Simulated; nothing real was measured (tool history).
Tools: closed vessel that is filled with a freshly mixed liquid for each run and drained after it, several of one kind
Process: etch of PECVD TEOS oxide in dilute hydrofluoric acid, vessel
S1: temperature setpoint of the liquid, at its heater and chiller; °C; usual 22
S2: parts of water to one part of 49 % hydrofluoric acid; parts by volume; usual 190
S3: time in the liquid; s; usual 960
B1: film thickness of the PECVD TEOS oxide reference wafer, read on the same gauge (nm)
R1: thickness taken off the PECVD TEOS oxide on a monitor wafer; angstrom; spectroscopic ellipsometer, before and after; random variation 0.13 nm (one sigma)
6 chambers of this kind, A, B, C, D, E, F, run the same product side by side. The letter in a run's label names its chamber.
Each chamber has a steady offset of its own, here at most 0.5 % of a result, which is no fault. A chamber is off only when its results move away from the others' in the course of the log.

run 1E hour=2.8 | S1=22 S2=190 S3=960 | B1=50.006 | R1=385.21
run 2A hour=8.5 | S1=22 S2=190 S3=960 | B1=50.022 | R1=385.94
run 3C hour=11.4 | S1=22 S2=190 S3=960 | B1=50.039 | R1=383.88
run 4F hour=16 | S1=22 S2=190 S3=960 | B1=50.034 | R1=387.52
run 5B hour=20 | S1=22 S2=190 S3=960 | B1=50.042 | R1=384.47
-- hour=20.3 chamber F: hydrofluoric acid flow meter replaced
run 6D hour=24.6 | S1=22 S2=190 S3=960 | B1=50.036 | R1=384.93
run 7B hour=28.2 | S1=22 S2=190 S3=960 | B1=49.974 | R1=384.3
run 8F hour=31.4 | S1=17.5 S2=160 S3=960 | B1=50.008 | R1=398.45
run 9A hour=35 | S1=17.5 S2=160 S3=960 | B1=50.002 | R1=397.45
run 10E hour=37.9 | S1=17.5 S2=160 S3=960 | B1=50.034 | R1=391.94
run 11D hour=43.6 | S1=17.5 S2=160 S3=960 | B1=50.005 | R1=393.44
run 12C hour=48.7 | S1=17.5 S2=160 S3=960 | B1=50.021 | R1=395.61
run 13A hour=52.3 | S1=17.5 S2=160 S3=960 | B1=50.018 | R1=396.64
run 14F hour=55.1 | S1=22 S2=190 S3=960 | B1=50.023 | R1=386.15
run 15C hour=60.1 | S1=22 S2=190 S3=960 | B1=50.008 | R1=387.92
run 16D hour=63.4 | S1=22 S2=190 S3=960 | B1=50.009 | R1=386.39
run 17E hour=66.3 | S1=22 S2=190 S3=960 | B1=49.982 | R1=386.13
run 18B hour=70.5 | S1=22 S2=190 S3=960 | B1=50.037 | R1=385.92
run 19E hour=73.5 | S1=22 S2=190 S3=960 | B1=50.009 | R1=387.48
run 20A hour=76.6 | S1=22 S2=190 S3=960 | B1=49.985 | R1=384.59
run 21B hour=81.2 | S1=22 S2=190 S3=960 | B1=49.975 | R1=383.73
run 22F hour=85.8 | S1=22 S2=190 S3=960 | B1=49.989 | R1=386.04
run 23D hour=89.4 | S1=22 S2=190 S3=960 | B1=49.952 | R1=384.61
run 24C hour=93.6 | S1=22 S2=190 S3=960 | B1=50.003 | R1=389.97
run 25B hour=98.5 | S1=22 S2=190 S3=960 | B1=49.983 | R1=385.66
run 26F hour=103.8 | S1=22 S2=190 S3=960 | B1=49.964 | R1=385.32
run 27D hour=107 | S1=22 S2=190 S3=960 | B1=49.993 | R1=387.94
run 28C hour=109.8 | S1=18.5 S2=190 S3=1450 | B1=49.976 | R1=515.4
run 29A hour=114.9 | S1=18.5 S2=190 S3=1450 | B1=50.026 | R1=509.95
run 30E hour=120.1 | S1=18.5 S2=190 S3=1450 | B1=49.956 | R1=506.44
run 31D hour=125.6 | S1=18.5 S2=190 S3=1450 | B1=50.011 | R1=508.09
run 32E hour=128.9 | S1=18.5 S2=190 S3=1450 | B1=50.028 | R1=508.57
run 33F hour=132.2 | S1=18.5 S2=190 S3=1450 | B1=49.967 | R1=511.85
run 34B hour=137.5 | S1=22 S2=190 S3=960 | B1=49.934 | R1=383.49
run 35A hour=141.6 | S1=22 S2=190 S3=505 | B1=49.972 | R1=201.45
run 36C hour=145.8 | S1=22 S2=190 S3=505 | B1=50.008 | R1=206.89
run 37F hour=149.4 | S1=22 S2=190 S3=505 | B1=49.949 | R1=202.43
run 38D hour=155.2 | S1=22 S2=190 S3=505 | B1=50.022 | R1=203.25
run 39E hour=160.7 | S1=22 S2=190 S3=505 | B1=50.005 | R1=201.75

What goes on in this fleet: one chamber off, a drifting gauge, or nothing beyond the chambers' own small offsets? Name the chamber and the cause, if any.

Chamber C drifts away from the others.
Cause: hydrofluoric acid flow above the setpoint (%) = 2.41.
The log may not tell that from: liquid hotter than its thermometer reads (K).

Here are 4 candidates for chamber C's next run, each the usual settings with a change, their results left as question marks. Which one brings its results back in line with what the others give on the usual settings?
In line means no further than this from the other chambers' mean on the usual settings: R1 4.5 angstrom
run 40C-1 hour=164.9 | S1=22 S2=190 S3=985 | R1=?
run 40C-2 hour=164.9 | S1=22 S2=190 S3=935 | R1=?
run 40C-3 hour=164.9 | S1=22 S2=190 S3=955 | R1=?
run 40C-4 hour=164.9 | S1=22 S2=190 S3=965 | R1=?

The other chambers' mean on the usual settings: R1 385.41 angstrom
run=40C-1 R1=406.18
run=40C-2 R1=385.56
run=40C-3 R1=393.8
run=40C-4 R1=397.93
40C-2 brings the chamber back in line.
